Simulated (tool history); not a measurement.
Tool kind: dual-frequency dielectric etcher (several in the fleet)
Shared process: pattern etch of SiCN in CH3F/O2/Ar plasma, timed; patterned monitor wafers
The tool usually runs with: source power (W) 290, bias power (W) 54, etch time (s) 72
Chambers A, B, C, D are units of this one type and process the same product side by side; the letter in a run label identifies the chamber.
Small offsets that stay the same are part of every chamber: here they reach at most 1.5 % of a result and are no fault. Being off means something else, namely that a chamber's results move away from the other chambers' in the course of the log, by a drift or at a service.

run,hour,source power (W),bias power (W),etch time (s),hours since the last wet clean,hours since the last source power generator calibration,hours since the last bias power generator calibration,"read-back reference wafer on the same gauge, depth_nm",mean etch depth across the wafer (angstrom)
1B,2.7,290,54,72,272.5,580.8,2711.3,19.598,218.09
2D,5.2,290,54,72,566.8,1185.2,2250.9,19.614,217.04
3C,7.8,290,54,72,320.2,1699.9,1365.4,19.606,213.45
4A,10.3,290,54,72,303.0,1645.8,3535.2,19.596,216.82
5D,14.9,290,54,72,576.5,1194.9,2260.6,19.604,216.40
# hour 19.8: chamber C: bias power generator calibrated
6C,20.1,290,54,72,332.5,1712.2,0.3,19.598,213.67
7B,23.8,290,54,72,293.6,601.9,2732.4,19.597,218.80
8A,27.6,320,54,63,320.3,1663.1,3552.5,19.594,196.28
9A,31.1,320,54,63,323.8,1666.6,3556.0,19.593,197.86
10C,34.7,320,54,63,347.1,1726.8,14.9,19.604,194.17
11B,39.5,320,54,63,309.3,617.6,2748.1,19.604,197.99
# hour 43.1: chamber A: wet clean of the chamber
12D,44.9,290,54,72,606.5,1224.9,2290.6,19.605,217.06
13A,50.4,290,54,72,7.3,1685.9,3575.3,19.601,216.71
14B,55.0,290,54,72,324.8,633.1,2763.6,19.610,217.77
15C,60.1,290,54,72,372.5,1752.2,40.3,19.596,214.72
# hour 60.8: chamber D: wet clean of the chamber
16D,63.0,290,54,72,2.2,1243.0,2308.7,19.599,217.65
17C,66.6,290,54,72,379.0,1758.7,46.8,19.603,214.41
18B,70.1,290,54,72,339.9,648.2,2778.7,19.604,218.63
19A,73.1,290,54,59,30.0,1708.6,3598.0,19.603,178.35
20D,75.8,290,54,59,15.0,1255.8,2321.5,19.596,177.73
21A,79.1,290,54,59,36.0,1714.6,3604.0,19.602,178.10
22B,83.2,290,54,59,353.0,661.3,2791.8,19.605,178.45
23D,88.7,290,54,72,27.9,1268.7,2334.4,19.586,216.93
24C,91.3,290,54,72,403.7,1783.4,71.5,19.600,216.47
25A,95.9,290,54,72,52.8,1731.4,3620.8,19.604,217.23
26B,100.2,290,54,72,370.0,678.3,2808.8,19.595,217.72
27D,104.0,350,54,63,43.2,1284.0,2349.7,19.599,204.42
28C,108.1,350,54,63,420.5,1800.2,88.3,19.595,205.56
29D,111.9,350,54,63,51.1,1291.9,2357.6,19.602,204.93
30A,117.4,350,54,63,74.3,1752.9,3642.3,19.602,203.78
31B,121.7,290,54,72,391.5,699.8,2830.3,19.590,218.39
32C,127.0,290,54,72,439.4,1819.1,107.2,19.605,219.31

Which is it: a chamber that has drifted or been left off by a service, a gauge drift common to all chambers, or only each chamber's usual small offset? If a chamber is off, name it and its likeliest cause.

Little by little, chamber C moves away from the other chambers.
Cause: etch rate over this chamber's usual, % = 2.84.

Chamber C could run next with any of the 4 candidate recipes listed below; each alters the usual settings, and their results appear as question marks. Which one brings its results back in line with what the other chambers deliver on the usual settings?
In line means no further than this from the other chambers' mean on the usual settings: mean etch depth across the wafer (angstrom) 1.70
33C-1,131.0,280,52,72,,,,,?
33C-2,131.0,290,52,72,,,,,?
33C-3,131.0,300,54,72,,,,,?
33C-4,131.0,300,56,72,,,,,?

The mean the other chambers reach with the usual settings: mean etch depth across the wafer (angstrom) 217.47
run,mean etch depth across the wafer (angstrom)
33C-1,214.25
33C-2,217.10
33C-3,222.72
33C-4,225.51
With 33C-2, the chamber falls back in line with the rest.
